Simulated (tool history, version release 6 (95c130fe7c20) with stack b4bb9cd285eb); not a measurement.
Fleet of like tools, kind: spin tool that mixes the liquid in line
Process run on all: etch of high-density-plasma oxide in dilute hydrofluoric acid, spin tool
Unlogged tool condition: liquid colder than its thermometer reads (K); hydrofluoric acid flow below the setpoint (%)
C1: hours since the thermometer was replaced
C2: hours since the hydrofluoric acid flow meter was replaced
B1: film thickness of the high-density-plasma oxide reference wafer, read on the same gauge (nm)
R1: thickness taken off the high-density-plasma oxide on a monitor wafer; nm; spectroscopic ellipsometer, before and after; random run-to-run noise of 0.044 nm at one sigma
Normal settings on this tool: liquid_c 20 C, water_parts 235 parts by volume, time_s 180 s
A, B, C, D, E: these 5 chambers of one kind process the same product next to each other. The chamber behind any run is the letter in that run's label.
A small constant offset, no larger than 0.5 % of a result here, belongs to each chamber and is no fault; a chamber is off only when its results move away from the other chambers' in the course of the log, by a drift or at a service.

Run 1D, hour 10.1: usual settings; C1 942.7; C2 848.6; B1 89.986. Result: R1 4.8132 nm.
Run 2B, hour 16.2: usual settings; C1 2513.7; C2 2514.8; B1 89.997. Result: R1 4.809 nm.
Run 3A, hour 24.8: usual settings; C1 725; C2 1351.8; B1 89.997. Result: R1 4.8051 nm.
Run 4C, hour 29.7: usual settings; C1 867.2; C2 363.1; B1 90.01. Result: R1 4.7694 nm.
At hour 37.5: chamber D: thermometer replaced.
Run 5E, hour 38.4: usual settings but liquid_c 17 C, time_s 80 s; C1 601.4; C2 411.7; B1 90. Result: R1 1.8751 nm.
Run 6A, hour 45.1: usual settings but liquid_c 17 C, time_s 80 s; C1 745.3; C2 1372.1; B1 90.014. Result: R1 1.897 nm.
Run 7C, hour 54.1: usual settings but liquid_c 17 C, time_s 80 s; C1 891.6; C2 387.5; B1 89.999. Result: R1 1.882 nm.
At hour 58.6: chamber B: thermometer replaced.
Run 8D, hour 61.8: usual settings but liquid_c 17 C, time_s 80 s; C1 24.4; C2 900.3; B1 90.007. Result: R1 1.9113 nm.
Run 9B, hour 69.6: usual settings but liquid_c 17 C, time_s 80 s; C1 11.1; C2 2568.2; B1 90.016. Result: R1 1.8965 nm.
Run 10E, hour 74.4: usual settings; C1 637.4; C2 447.7; B1 89.995. Result: R1 4.7797 nm.
Run 11D, hour 85.1: usual settings; C1 47.7; C2 923.6; B1 89.997. Result: R1 4.792 nm.
Run 12E, hour 90: usual settings but liquid_c 17 C; C1 653; C2 463.3; B1 89.998. Result: R1 4.3072 nm.
Run 13A, hour 98.9: usual settings but liquid_c 17 C; C1 799.1; C2 1425.9; B1 90.001. Result: R1 4.2716 nm.
Run 14C, hour 107.6: usual settings but liquid_c 17 C; C1 945.1; C2 441; B1 89.979. Result: R1 4.2488 nm.
At hour 112.8: chamber A: hydrofluoric acid flow meter replaced.
Run 15B, hour 115.1: usual settings but liquid_c 17 C; C1 56.6; C2 2613.7; B1 89.968. Result: R1 4.3107 nm.
Run 16D, hour 120.2: usual settings but liquid_c 17 C; C1 82.8; C2 958.7; B1 90.009. Result: R1 4.2536 nm.
Run 17E, hour 126.6: usual settings; C1 689.6; C2 499.9; B1 90.003. Result: R1 4.8003 nm.
Run 18B, hour 134.4: usual settings; C1 75.9; C2 2633; B1 89.999. Result: R1 4.7611 nm.
Run 19A, hour 144.9: usual settings but water_parts 275 parts by volume, time_s 265 s; C1 845.1; C2 32.2; B1 90.007. Result: R1 5.7601 nm.
Run 20C, hour 150.4: usual settings but water_parts 275 parts by volume, time_s 265 s; C1 987.9; C2 483.8; B1 90.003. Result: R1 5.8319 nm.
Run 21D, hour 159: usual settings but water_parts 275 parts by volume, time_s 265 s; C1 121.6; C2 997.5; B1 90.017. Result: R1 5.8389 nm.
Run 22B, hour 166.6: usual settings but water_parts 275 parts by volume, time_s 265 s; C1 108.1; C2 2665.2; B1 90.011. Result: R1 5.7906 nm.
Run 23C, hour 174.6: usual settings but water_parts 275 parts by volume, time_s 265 s; C1 1012.1; C2 508; B1 89.994. Result: R1 5.8188 nm.
Run 24A, hour 183.5: usual settings; C1 883.7; C2 70.8; B1 89.983. Result: R1 4.6534 nm.
Run 25E, hour 192: usual settings but liquid_c 17 C; C1 755; C2 565.3; B1 90.012. Result: R1 4.2876 nm.
Run 26E, hour 198.5: usual settings but liquid_c 17 C; C1 761.5; C2 571.8; B1 90.022. Result: R1 4.2347 nm.
Run 27C, hour 207.7: usual settings but liquid_c 17 C; C1 1045.2; C2 541.1; B1 89.993. Result: R1 4.2134 nm.
Run 28A, hour 214.9: usual settings but liquid_c 17 C; C1 915.1; C2 102.2; B1 89.994. Result: R1 4.0681 nm.
Run 29D, hour 225.2: usual settings but liquid_c 17 C; C1 187.8; C2 1063.7; B1 89.998. Result: R1 4.2837 nm.
Run 30B, hour 231: usual settings; C1 172.5; C2 2729.6; B1 89.999. Result: R1 4.8255 nm.
Run 31D, hour 238.3: usual settings; C1 200.9; C2 1076.8; B1 89.99. Result: R1 4.8078 nm.
Run 32A, hour 243.2: usual settings but time_s 145 s; C1 943.4; C2 130.5; B1 89.984. Result: R1 3.6528 nm.
At hour 244.5: chamber C: thermometer replaced.
Run 33B, hour 253.2: usual settings but time_s 145 s; C1 194.7; C2 2751.8; B1 90.008. Result: R1 3.8515 nm.
Run 34E, hour 263: usual settings but time_s 145 s; C1 826; C2 636.3; B1 89.994. Result: R1 3.8717 nm.
Run 35C, hour 269.6: usual settings but time_s 145 s; C1 25.2; C2 603; B1 90.001. Result: R1 3.8368 nm.
Run 36E, hour 279.7: usual settings but time_s 145 s; C1 842.7; C2 653; B1 89.984. Result: R1 3.9012 nm.

Next, all 5 chambers run the settings below, one line each with question marks for the results. What does each chamber give?
Run 37A, hour 287.5: usual settings but time_s 225 s. Result: R1 ?.
Run 37B, hour 287.5: usual settings but time_s 225 s. Result: R1 ?.
Run 37C, hour 287.5: usual settings but time_s 225 s. Result: R1 ?.
Run 37D, hour 287.5: usual settings but time_s 225 s. Result: R1 ?.
Run 37E, hour 287.5: usual settings but time_s 225 s. Result: R1 ?.

run      R1
37A   5.472
37B  5.9364
37C  5.9168
37D  5.9598
37E  5.8951

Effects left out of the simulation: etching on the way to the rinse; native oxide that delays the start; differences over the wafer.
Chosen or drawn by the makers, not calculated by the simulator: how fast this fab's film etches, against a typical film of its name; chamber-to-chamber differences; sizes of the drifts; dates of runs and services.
